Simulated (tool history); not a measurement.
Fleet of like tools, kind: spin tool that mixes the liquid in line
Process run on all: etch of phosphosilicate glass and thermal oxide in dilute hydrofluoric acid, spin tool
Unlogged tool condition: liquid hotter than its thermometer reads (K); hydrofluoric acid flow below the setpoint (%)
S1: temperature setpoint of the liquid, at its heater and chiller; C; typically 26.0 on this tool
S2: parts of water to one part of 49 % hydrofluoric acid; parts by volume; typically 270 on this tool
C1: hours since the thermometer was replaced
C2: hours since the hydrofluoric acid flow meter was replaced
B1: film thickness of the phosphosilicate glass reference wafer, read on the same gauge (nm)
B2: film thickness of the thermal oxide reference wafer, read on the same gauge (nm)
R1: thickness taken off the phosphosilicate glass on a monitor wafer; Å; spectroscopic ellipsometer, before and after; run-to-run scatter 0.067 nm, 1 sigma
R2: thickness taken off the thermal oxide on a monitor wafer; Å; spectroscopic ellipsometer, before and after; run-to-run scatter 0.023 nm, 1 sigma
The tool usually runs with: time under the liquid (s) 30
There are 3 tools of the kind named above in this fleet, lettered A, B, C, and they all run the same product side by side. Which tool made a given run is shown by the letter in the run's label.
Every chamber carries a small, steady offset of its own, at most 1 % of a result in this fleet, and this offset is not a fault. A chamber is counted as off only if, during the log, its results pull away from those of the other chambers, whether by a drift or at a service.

Run 1A, day 0.633: usual settings; C1 549.5; C2 746.8; B1 80.011; B2 119.97. Result: R1 171.18 Å, R2 4.4902 Å.
Run 2C, day 0.950: usual settings; C1 540.4; C2 539.8; B1 79.994; B2 119.99. Result: R1 169.78 Å, R2 4.1960 Å.
Run 3B, day 1.575: usual settings; C1 1294.4; C2 292.7; B1 79.986; B2 119.99. Result: R1 170.84 Å, R2 4.6828 Å.
Run 4B, day 1.962: usual settings; C1 1303.7; C2 302.0; B1 80.025; B2 120.01. Result: R1 170.53 Å, R2 4.8557 Å.
Run 5C, day 2.321: usual settings but S1 23.5 C, time under the liquid (s) 35; C1 573.3; C2 572.7; B1 80.003; B2 119.99. Result: R1 182.49 Å, R2 5.0955 Å.
Run 6A, day 2.938: usual settings but S1 23.5 C, time under the liquid (s) 35; C1 604.8; C2 802.1; B1 79.986; B2 119.98. Result: R1 182.90 Å, R2 5.0797 Å.
Run 7A, day 3.529: usual settings but S1 23.5 C, time under the liquid (s) 35; C1 619.0; C2 816.3; B1 80.002; B2 120.00. Result: R1 184.48 Å, R2 4.3412 Å.
Run 8B, day 3.842: usual settings; C1 1348.8; C2 347.1; B1 80.020; B2 120.04. Result: R1 170.52 Å, R2 4.5981 Å.
Run 9C, day 4.342: usual settings; C1 621.8; C2 621.2; B1 79.993; B2 119.99. Result: R1 169.69 Å, R2 4.6526 Å.
Run 10C, day 4.771: usual settings; C1 632.1; C2 631.5; B1 80.006; B2 120.04. Result: R1 169.79 Å, R2 4.6652 Å.
Run 11B, day 5.125: usual settings but S2 345 parts by volume; C1 1379.6; C2 377.9; B1 79.993; B2 119.98. Result: R1 123.88 Å, R2 3.5720 Å.
Run 12A, day 5.604: usual settings but S2 345 parts by volume; C1 668.8; C2 866.1; B1 79.981; B2 120.04. Result: R1 123.38 Å, R2 2.9009 Å.
Run 13C, day 5.946: usual settings but S2 345 parts by volume; C1 660.3; C2 659.7; B1 79.984; B2 120.03. Result: R1 122.61 Å, R2 3.1844 Å.
Run 14B, day 6.225: usual settings; C1 1406.0; C2 404.3; B1 79.986; B2 119.99. Result: R1 170.60 Å, R2 4.4336 Å.
Run 15A, day 6.792: usual settings; C1 697.3; C2 894.6; B1 80.004; B2 120.00. Result: R1 171.22 Å, R2 4.2993 Å.
At day 7.125: chamber C: hydrofluoric acid flow meter replaced.
Run 16A, day 7.350: usual settings; C1 710.7; C2 908.0; B1 80.001; B2 119.97. Result: R1 171.66 Å, R2 4.7751 Å.
Run 17C, day 7.642: usual settings; C1 701.0; C2 12.4; B1 79.985; B2 120.03. Result: R1 171.20 Å, R2 4.6907 Å.
Run 18B, day 8.258: usual settings; C1 1454.8; C2 453.1; B1 79.991; B2 119.98. Result: R1 170.80 Å, R2 4.2675 Å.
Run 19C, day 8.692: usual settings; C1 726.2; C2 37.6; B1 79.996; B2 119.99. Result: R1 171.49 Å, R2 5.0950 Å.
Run 20A, day 9.188: usual settings; C1 754.8; C2 952.1; B1 80.017; B2 119.97. Result: R1 171.40 Å, R2 4.6536 Å.
Run 21B, day 9.517: usual settings; C1 1485.0; C2 483.3; B1 80.001; B2 120.03. Result: R1 170.32 Å, R2 4.6965 Å.
Run 22C, day 9.875: usual settings; C1 754.6; C2 66.0; B1 80.000; B2 120.00. Result: R1 170.58 Å, R2 4.1390 Å.
Run 23A, day 10.267: usual settings; C1 780.7; C2 978.0; B1 80.009; B2 120.00. Result: R1 171.68 Å, R2 5.0247 Å.
Run 24B, day 10.654: usual settings but S1 29.5 C, S2 220 parts by volume; C1 1512.3; C2 510.6; B1 79.971; B2 120.00. Result: R1 250.65 Å, R2 7.1004 Å.
Run 25B, day 11.242: usual settings but S1 29.5 C, S2 220 parts by volume; C1 1526.4; C2 524.7; B1 79.992; B2 120.00. Result: R1 250.19 Å, R2 7.1080 Å.
Run 26C, day 11.700: usual settings but S1 29.5 C, S2 220 parts by volume; C1 798.4; C2 109.8; B1 80.009; B2 120.04. Result: R1 250.33 Å, R2 7.3071 Å.
Run 27A, day 12.183: usual settings; C1 826.7; C2 1024.0; B1 79.993; B2 120.01. Result: R1 171.03 Å, R2 4.7100 Å.
Run 28C, day 12.488: usual settings; C1 817.3; C2 128.7; B1 80.005; B2 120.04. Result: R1 170.99 Å, R2 4.6835 Å.
Run 29B, day 12.904: usual settings but S2 375 parts by volume; C1 1566.3; C2 564.6; B1 80.004; B2 120.00. Result: R1 110.76 Å, R2 3.1975 Å.
Run 30A, day 13.400: usual settings but S2 375 parts by volume; C1 855.9; C2 1053.2; B1 79.989; B2 119.99. Result: R1 110.76 Å, R2 3.1462 Å.
Run 31B, day 13.692: usual settings but S2 375 parts by volume; C1 1585.2; C2 583.5; B1 79.998; B2 120.03. Result: R1 109.41 Å, R2 2.9135 Å.
Run 32A, day 14.250: usual settings; C1 876.3; C2 1073.6; B1 79.972; B2 120.02. Result: R1 171.99 Å, R2 4.7485 Å.
Run 33C, day 14.829: usual settings; C1 873.5; C2 184.9; B1 80.009; B2 119.97. Result: R1 171.73 Å, R2 4.6179 Å.
Run 34C, day 15.367: usual settings; C1 886.4; C2 197.8; B1 79.989; B2 119.99. Result: R1 171.61 Å, R2 5.0589 Å.
Run 35B, day 15.708: usual settings; C1 1633.6; C2 631.9; B1 80.004; B2 119.98. Result: R1 172.77 Å, R2 4.3797 Å.
Run 36A, day 16.050: usual settings; C1 919.5; C2 1116.8; B1 79.999; B2 120.01. Result: R1 170.94 Å, R2 4.5139 Å.
At day 16.325: chamber A: hydrofluoric acid flow meter replaced.
Run 37C, day 16.538: usual settings; C1 914.5; C2 225.9; B1 79.983; B2 119.97. Result: R1 170.50 Å, R2 5.1622 Å.
Run 38A, day 17.008: usual settings; C1 942.5; C2 16.5; B1 80.004; B2 120.01. Result: R1 172.74 Å, R2 4.6243 Å.
Run 39B, day 17.554: usual settings but S1 22.5 C, time under the liquid (s) 20; C1 1677.9; C2 676.2; B1 80.006; B2 119.97. Result: R1 100.86 Å, R2 2.8576 Å.
Run 40C, day 18.171: usual settings but S1 22.5 C, time under the liquid (s) 20; C1 953.7; C2 265.1; B1 79.972; B2 120.00. Result: R1 100.68 Å, R2 2.9002 Å.
Run 41A, day 18.696: usual settings but S1 22.5 C, time under the liquid (s) 20; C1 983.0; C2 57.0; B1 80.002; B2 120.01. Result: R1 100.89 Å, R2 2.9385 Å.
At day 19.271: chamber B: hydrofluoric acid flow meter replaced.
Run 42B, day 19.275: usual settings but S2 155 parts by volume; C1 1719.2; C2 0.1; B1 80.003; B2 119.99. Result: R1 341.68 Å, R2 9.4501 Å.
Run 43A, day 19.575: usual settings but S2 155 parts by volume; C1 1004.1; C2 78.1; B1 79.970; B2 120.00. Result: R1 341.96 Å, R2 9.0982 Å.
Run 44B, day 20.058: usual settings but S2 155 parts by volume; C1 1738.0; C2 18.9; B1 80.011; B2 120.05. Result: R1 342.46 Å, R2 9.6972 Å.

Is one chamber off against the others, does the gauge drift, or is nothing wrong? If a chamber is off, say which, and what the likeliest cause is.

All chambers stay in line apart from their small fixed offsets, and the gauge does not drift.

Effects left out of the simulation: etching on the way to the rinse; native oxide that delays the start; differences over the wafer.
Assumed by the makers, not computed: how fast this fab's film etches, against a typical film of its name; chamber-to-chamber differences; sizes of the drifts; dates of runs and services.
